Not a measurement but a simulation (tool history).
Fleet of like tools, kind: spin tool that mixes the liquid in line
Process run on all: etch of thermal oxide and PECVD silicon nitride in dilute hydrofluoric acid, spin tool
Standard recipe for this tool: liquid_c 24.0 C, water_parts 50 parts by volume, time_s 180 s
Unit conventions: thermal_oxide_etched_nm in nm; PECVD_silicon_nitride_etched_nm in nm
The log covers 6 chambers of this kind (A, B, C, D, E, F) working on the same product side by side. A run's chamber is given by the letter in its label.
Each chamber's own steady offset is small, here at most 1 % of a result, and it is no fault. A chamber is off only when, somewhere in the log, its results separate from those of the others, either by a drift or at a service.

| run | hour | liquid_c | water_parts | time_s | hours since the thermometer was replaced | hours since the hydrofluoric acid flow meter was replaced | read-back film thickness of the thermal oxide reference wafer, read on the same gauge (nm) | read-back film thickness of the PECVD silicon nitride reference wafer, read on the same gauge (nm) | thermal_oxide_etched_nm | PECVD_silicon_nitride_etched_nm |
|---|---|---|---|---|---|---|---|---|---|---|
| 1B | 5.6 | 24.0 | 50 | 180 | 1743.9 | 439.1 | 30.013 | 69.994 | 18.248 | 13.328 |
| 2A | 10.7 | 24.0 | 50 | 180 | 888.0 | 34.8 | 29.991 | 70.013 | 18.028 | 13.416 |
|  | 15.3 | chamber F: hydrofluoric acid flow meter replaced |
| 3E | 17.2 | 24.0 | 50 | 180 | 2222.6 | 2324.0 | 30.006 | 69.984 | 18.027 | 13.466 |
| 4C | 23.4 | 24.0 | 50 | 180 | 616.5 | 2056.9 | 29.987 | 70.015 | 18.117 | 13.251 |
| 5F | 30.9 | 24.0 | 50 | 180 | 1418.0 | 15.6 | 30.005 | 70.006 | 18.153 | 13.271 |
|  | 31.7 | chamber E: hydrofluoric acid flow meter replaced |
|  | 35.0 | chamber E: thermometer replaced |
| 6D | 36.5 | 24.0 | 50 | 180 | 1818.8 | 863.0 | 30.013 | 70.014 | 18.333 | 13.479 |
| 7E | 40.7 | 24.0 | 50 | 180 | 5.7 | 9.1 | 29.989 | 69.986 | 18.052 | 13.367 |
| 8B | 48.1 | 24.0 | 50 | 180 | 1786.4 | 481.6 | 29.997 | 69.985 | 18.652 | 13.331 |
|  | 50.9 | chamber D: thermometer replaced |
| 9A | 54.5 | 24.0 | 50 | 180 | 931.8 | 78.6 | 29.989 | 69.993 | 18.067 | 13.398 |
| 10C | 60.8 | 24.0 | 50 | 180 | 653.9 | 2094.3 | 29.992 | 70.020 | 18.260 | 13.400 |
| 11F | 66.1 | 24.0 | 50 | 180 | 1453.2 | 50.8 | 29.991 | 69.979 | 18.463 | 13.334 |
| 12D | 70.7 | 24.0 | 50 | 180 | 19.9 | 897.2 | 30.001 | 69.985 | 18.187 | 13.443 |
| 13E | 76.6 | 24.0 | 50 | 180 | 41.6 | 45.0 | 30.008 | 70.004 | 18.252 | 13.373 |
| 14A | 82.6 | 24.0 | 50 | 180 | 959.9 | 106.7 | 30.008 | 69.999 | 18.225 | 13.490 |
| 15B | 86.8 | 24.0 | 50 | 180 | 1825.1 | 520.3 | 30.015 | 70.006 | 18.529 | 13.344 |
| 16D | 92.8 | 24.0 | 50 | 180 | 42.0 | 919.3 | 29.998 | 69.994 | 18.117 | 13.527 |
| 17C | 97.0 | 24.0 | 50 | 180 | 690.1 | 2130.5 | 29.988 | 69.999 | 18.361 | 13.290 |
| 18F | 102.2 | 24.0 | 50 | 180 | 1489.3 | 86.9 | 30.000 | 69.989 | 18.204 | 13.300 |
| 19D | 109.2 | 26.5 | 70 | 180 | 58.4 | 935.7 | 29.996 | 69.990 | 13.826 | 11.445 |
| 20A | 113.3 | 26.5 | 70 | 180 | 990.6 | 137.4 | 29.993 | 69.980 | 14.008 | 11.442 |
| 21C | 117.2 | 26.5 | 70 | 180 | 710.3 | 2150.7 | 30.011 | 70.019 | 14.110 | 11.322 |
| 22F | 124.8 | 26.5 | 70 | 180 | 1511.9 | 109.5 | 30.001 | 69.995 | 14.050 | 11.302 |
| 23E | 132.4 | 26.5 | 70 | 180 | 97.4 | 100.8 | 29.998 | 69.996 | 13.823 | 11.340 |
| 24B | 139.0 | 26.5 | 70 | 180 | 1877.3 | 572.5 | 29.987 | 69.995 | 14.210 | 11.319 |
| 25C | 145.0 | 24.0 | 50 | 180 | 738.1 | 2178.5 | 30.017 | 69.966 | 18.658 | 13.735 |
| 26D | 152.0 | 24.0 | 50 | 180 | 101.2 | 978.5 | 29.997 | 70.016 | 18.137 | 13.501 |
| 27F | 155.4 | 24.0 | 50 | 180 | 1542.5 | 140.1 | 29.992 | 70.005 | 18.224 | 13.302 |
| 28A | 159.4 | 24.0 | 50 | 180 | 1036.7 | 183.5 | 29.995 | 69.995 | 18.301 | 13.489 |
| 29E | 165.3 | 24.0 | 50 | 180 | 130.3 | 133.7 | 30.014 | 69.977 | 18.205 | 13.606 |
| 30B | 171.2 | 24.0 | 50 | 180 | 1909.5 | 604.7 | 29.990 | 70.002 | 18.422 | 13.340 |
| 31C | 178.5 | 24.0 | 50 | 180 | 771.6 | 2212.0 | 29.999 | 70.002 | 18.810 | 13.777 |
| 32F | 183.2 | 24.0 | 50 | 180 | 1570.3 | 167.9 | 30.011 | 70.000 | 18.297 | 13.247 |
| 33D | 186.6 | 24.0 | 50 | 180 | 135.8 | 1013.1 | 29.989 | 70.030 | 18.453 | 13.484 |
| 34B | 191.2 | 24.0 | 50 | 180 | 1929.5 | 624.7 | 30.009 | 69.988 | 18.484 | 13.594 |
| 35A | 195.7 | 24.0 | 50 | 180 | 1073.0 | 219.8 | 30.005 | 70.008 | 18.344 | 13.393 |
| 36E | 203.0 | 21.5 | 50 | 180 | 168.0 | 171.4 | 29.982 | 69.984 | 16.444 | 11.302 |
| 37A | 206.5 | 21.5 | 50 | 180 | 1083.8 | 230.6 | 30.010 | 69.993 | 16.433 | 11.373 |
| 38E | 213.2 | 21.5 | 50 | 180 | 178.2 | 181.6 | 29.998 | 69.963 | 16.374 | 11.265 |
| 39C | 217.6 | 21.5 | 50 | 180 | 810.7 | 2251.1 | 30.012 | 70.004 | 17.288 | 11.952 |
| 40D | 222.5 | 21.5 | 50 | 180 | 171.7 | 1049.0 | 30.007 | 69.992 | 16.322 | 11.323 |
| 41B | 227.5 | 21.5 | 50 | 180 | 1965.8 | 661.0 | 30.002 | 70.007 | 16.616 | 11.245 |
| 42F | 233.3 | 24.0 | 50 | 180 | 1620.4 | 218.0 | 30.017 | 69.990 | 18.160 | 13.321 |

Does one chamber stand apart from the rest, does the shared gauge drift, or is all well apart from small per-chamber offsets? Give the chamber and the most likely cause, where there is one.

One chamber, C, drifts off from the rest bit by bit.
Cause: liquid hotter than its thermometer reads (K) = 1.14.

Here are 4 candidates for chamber C's next run, each the usual settings with a change, their results left as question marks. Which one brings its results back in line with what the others give on the usual settings?
Allowed miss from the other chambers' usual-settings mean, per result, to count as in line: thermal_oxide_etched_nm 0.420 nm; PECVD_silicon_nitride_etched_nm 0.280 nm
| 43C-1 | 238.8 | 23.5 | 50 | 180 |  |  |  |  | ? | ? |
| 43C-2 | 238.8 | 25.0 | 50 | 180 |  |  |  |  | ? | ? |
| 43C-3 | 238.8 | 24.5 | 50 | 180 |  |  |  |  | ? | ? |
| 43C-4 | 238.8 | 23.0 | 50 | 180 |  |  |  |  | ? | ? |

Mean of the other chambers on the usual settings: thermal_oxide_etched_nm 18.254 nm; PECVD_silicon_nitride_etched_nm 13.419 nm
| run | thermal_oxide_etched_nm | PECVD_silicon_nitride_etched_nm |
|---|---|---|
| 43C-1 | 18.650 | 13.876 |
| 43C-2 | 19.808 | 15.317 |
| 43C-3 | 19.419 | 14.825 |
| 43C-4 | 18.279 | 13.426 |
43C-4 brings the chamber back in line.

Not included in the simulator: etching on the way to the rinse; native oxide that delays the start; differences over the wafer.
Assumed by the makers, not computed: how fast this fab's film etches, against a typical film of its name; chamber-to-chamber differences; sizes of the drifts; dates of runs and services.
